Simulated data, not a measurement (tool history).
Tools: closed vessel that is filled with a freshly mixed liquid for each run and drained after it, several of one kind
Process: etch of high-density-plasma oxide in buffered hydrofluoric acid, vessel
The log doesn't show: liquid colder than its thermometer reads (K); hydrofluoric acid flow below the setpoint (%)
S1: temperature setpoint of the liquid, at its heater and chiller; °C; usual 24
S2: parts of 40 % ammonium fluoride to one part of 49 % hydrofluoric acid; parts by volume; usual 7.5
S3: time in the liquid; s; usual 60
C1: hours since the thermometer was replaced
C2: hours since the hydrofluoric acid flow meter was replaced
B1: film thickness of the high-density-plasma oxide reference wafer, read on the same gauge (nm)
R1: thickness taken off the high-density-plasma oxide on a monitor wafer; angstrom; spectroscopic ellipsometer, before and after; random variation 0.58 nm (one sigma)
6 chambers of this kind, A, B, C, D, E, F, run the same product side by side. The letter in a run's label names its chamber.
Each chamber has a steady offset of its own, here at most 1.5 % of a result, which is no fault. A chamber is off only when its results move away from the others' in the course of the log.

| run | hour | S1 | S2 | S3 | C1 | C2 | B1 | R1 |
|---|---|---|---|---|---|---|---|---|
| 1B | 3.5 | 24 | 7.5 | 60 | 96.1 | 773 | 89.999 | 969.5 |
| 2C | 8.1 | 24 | 7.5 | 60 | 98.9 | 379.1 | 89.979 | 969.77 |
| 3F | 11.4 | 24 | 7.5 | 60 | 189 | 54.5 | 89.996 | 965 |
| 4A | 15.6 | 24 | 7.5 | 60 | 1903.5 | 1424.1 | 90.022 | 972.96 |
| 5D | 19.5 | 24 | 7.5 | 60 | 803 | 816.4 | 89.99 | 979.87 |
| 6E | 25 | 19.5 | 6.5 | 60 | 614.4 | 726.1 | 90.009 | 871.75 |
| 7B | 31.1 | 19.5 | 6.5 | 60 | 123.7 | 800.6 | 89.932 | 874.45 |
| 8C | 36.4 | 19.5 | 6.5 | 60 | 127.2 | 407.4 | 90.006 | 864.56 |
| 9F | 42.3 | 19.5 | 6.5 | 60 | 219.9 | 85.4 | 89.969 | 879.11 |
| 10D | 47.3 | 19.5 | 6.5 | 60 | 830.8 | 844.2 | 89.982 | 874.01 |
|  | 50.5 | chamber D: hydrofluoric acid flow meter replaced |
| 11A | 52.8 | 19.5 | 6.5 | 60 | 1940.7 | 1461.3 | 90.014 | 876.44 |
| 12E | 57.9 | 24 | 7.5 | 60 | 647.3 | 759 | 90.039 | 972.27 |
| 13A | 62.8 | 24 | 7.5 | 60 | 1950.7 | 1471.3 | 90.008 | 974.83 |
| 14B | 67.4 | 24 | 7.5 | 60 | 160 | 836.9 | 90.007 | 973.54 |
| 15F | 72.4 | 24 | 7.5 | 85 | 250 | 115.5 | 89.957 | 1377 |
| 16D | 78.2 | 24 | 7.5 | 85 | 861.7 | 27.7 | 89.99 | 1401 |
| 17E | 81.7 | 24 | 7.5 | 85 | 671.1 | 782.8 | 89.999 | 1373.7 |
|  | 84.5 | chamber E: thermometer replaced |
| 18C | 87.3 | 24 | 7.5 | 85 | 178.1 | 458.3 | 89.985 | 1358.3 |
| 19A | 91.5 | 24 | 7.5 | 85 | 1979.4 | 1500 | 89.964 | 1372.2 |
| 20F | 95.8 | 24 | 7.5 | 85 | 273.4 | 138.9 | 90.046 | 1376.9 |
| 21D | 98.8 | 28 | 7.5 | 60 | 882.3 | 48.3 | 89.99 | 1224.1 |
|  | 101.1 | chamber A: hydrofluoric acid flow meter replaced |
| 22C | 104.8 | 28 | 7.5 | 60 | 195.6 | 475.8 | 90.005 | 1198 |
| 23B | 108.1 | 28 | 7.5 | 60 | 200.7 | 877.6 | 90.038 | 1203.4 |
| 24E | 111.9 | 28 | 7.5 | 60 | 27.4 | 813 | 90.023 | 1205.5 |
| 25F | 114.5 | 28 | 7.5 | 60 | 292.1 | 157.6 | 89.97 | 1183.3 |
| 26B | 118.3 | 28 | 7.5 | 60 | 210.9 | 887.8 | 89.959 | 1201.4 |
| 27E | 121.2 | 24 | 7.5 | 60 | 36.7 | 822.3 | 90.019 | 967.46 |
| 28D | 126.8 | 24 | 7.5 | 60 | 910.3 | 76.3 | 89.99 | 974.27 |
| 29C | 132.3 | 24 | 7.5 | 60 | 223.1 | 503.3 | 90.045 | 962.59 |
| 30A | 137.1 | 24 | 7.5 | 60 | 2025 | 36.1 | 89.999 | 973.48 |
| 31B | 141 | 24 | 7.5 | 60 | 233.6 | 910.5 | 90.01 | 968.44 |
| 32C | 144.9 | 24 | 7.5 | 60 | 235.7 | 515.9 | 89.977 | 966.72 |
| 33D | 150.8 | 24 | 7.5 | 80 | 934.3 | 100.3 | 90.024 | 1299 |
| 34E | 153.9 | 24 | 7.5 | 80 | 69.4 | 855 | 90.031 | 1289.2 |
| 35A | 158.3 | 24 | 7.5 | 80 | 2046.2 | 57.3 | 90.05 | 1275.1 |
| 36F | 163.9 | 24 | 7.5 | 80 | 341.5 | 207 | 89.985 | 1299.2 |
| 37D | 167 | 24 | 7.5 | 80 | 950.5 | 116.5 | 90.024 | 1313.9 |
| 38B | 170.6 | 24 | 7.5 | 80 | 263.2 | 940.1 | 90.039 | 1297.5 |
| 39A | 175.5 | 24 | 7.5 | 60 | 2063.4 | 74.5 | 90 | 973.22 |
| 40E | 179.1 | 24 | 7.5 | 60 | 94.6 | 880.2 | 89.961 | 976.77 |
| 41F | 184.2 | 24 | 7.5 | 60 | 361.8 | 227.3 | 89.976 | 980.05 |

Is one chamber off against the others, does the gauge drift, or is nothing wrong? If a chamber is off, say which, and what the likeliest cause is.

No chamber stands off beyond its own small offset, and the gauge holds steady.

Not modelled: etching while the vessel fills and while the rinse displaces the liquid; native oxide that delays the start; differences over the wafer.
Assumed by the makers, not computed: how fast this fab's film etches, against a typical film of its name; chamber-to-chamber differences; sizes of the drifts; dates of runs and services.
